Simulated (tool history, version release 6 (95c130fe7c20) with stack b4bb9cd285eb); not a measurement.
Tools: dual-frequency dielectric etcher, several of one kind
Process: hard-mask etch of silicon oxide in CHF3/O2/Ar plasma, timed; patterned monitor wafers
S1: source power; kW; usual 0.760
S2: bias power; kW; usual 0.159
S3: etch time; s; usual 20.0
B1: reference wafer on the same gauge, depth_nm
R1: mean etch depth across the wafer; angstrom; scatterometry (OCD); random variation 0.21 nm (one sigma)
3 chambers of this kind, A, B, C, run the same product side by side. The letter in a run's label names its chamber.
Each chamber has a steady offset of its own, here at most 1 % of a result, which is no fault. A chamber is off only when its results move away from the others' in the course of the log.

run,hour,S1,S2,S3,B1,R1
1C,13.9,0.760,0.159,20.0,33.296,420.36
2A,27.1,0.760,0.159,20.0,33.260,419.21
3B,36.5,0.760,0.159,20.0,33.335,415.25
4A,49.9,0.760,0.159,20.0,33.306,418.33
5C,59.0,0.760,0.159,20.0,33.255,423.35
6B,68.0,0.760,0.159,20.0,33.307,409.87
7A,80.3,0.760,0.159,20.0,33.324,421.86
8C,88.5,0.760,0.159,20.0,33.296,423.15
9B,97.9,0.760,0.159,20.0,33.320,413.88
10C,112.4,0.760,0.159,24.5,33.318,516.11
11A,122.7,0.760,0.159,24.5,33.284,518.23
12B,134.2,0.760,0.159,24.5,33.324,514.12
13B,147.3,0.760,0.191,20.0,33.304,441.13
# hour 157.5: chamber C: wet clean of the chamber
14C,159.5,0.760,0.191,20.0,33.282,443.55
15A,171.3,0.760,0.191,20.0,33.275,443.88
16A,182.3,0.760,0.159,20.0,33.304,421.53
17B,189.1,0.590,0.159,20.0,33.331,379.16
18C,202.6,0.590,0.159,20.0,33.331,381.50
19A,214.6,0.590,0.159,20.0,33.273,379.82
20C,229.1,0.760,0.159,20.0,33.251,422.21
21B,241.1,0.760,0.159,20.0,33.312,413.29
22B,249.8,0.830,0.159,20.0,33.298,428.26
23C,262.9,0.830,0.159,20.0,33.289,434.31
24A,274.7,0.830,0.159,20.0,33.324,433.98
25A,288.0,0.760,0.159,20.0,33.320,421.56
26B,300.1,0.760,0.159,20.0,33.247,411.12
27C,308.5,0.760,0.159,20.0,33.302,420.55
28C,320.4,0.760,0.159,20.0,33.357,420.84
# hour 327.8: chamber A: wet clean of the chamber
29B,331.6,0.760,0.159,20.0,33.310,413.79
30A,343.4,0.760,0.159,20.0,33.284,437.42
31C,355.6,0.650,0.159,20.0,33.295,396.53
32B,369.3,0.650,0.159,20.0,33.317,390.13
33A,378.0,0.650,0.159,20.0,33.325,409.54
34C,390.7,0.760,0.173,20.0,33.323,428.84
35B,403.3,0.760,0.173,20.0,33.317,426.90
36A,415.4,0.760,0.173,20.0,33.308,447.89
37B,430.1,0.760,0.159,20.0,33.279,418.92
38C,444.0,0.650,0.159,14.5,33.333,287.88
39A,453.9,0.650,0.159,14.5,33.322,297.84
40C,462.8,0.650,0.159,14.5,33.283,287.96
41A,476.6,0.760,0.159,20.0,33.315,435.65
42B,487.0,0.760,0.159,20.0,33.291,415.10
43A,496.2,0.760,0.159,20.0,33.315,437.28
44B,510.7,0.760,0.159,20.0,33.355,413.75

Next, every chamber runs the same settings. What will each give?
45A,521.4,0.760,0.136,20.0,,?
45B,521.4,0.760,0.136,20.0,,?
45C,521.4,0.760,0.136,20.0,,?

run,R1
45A,412.73
45B,394.60
45C,401.82
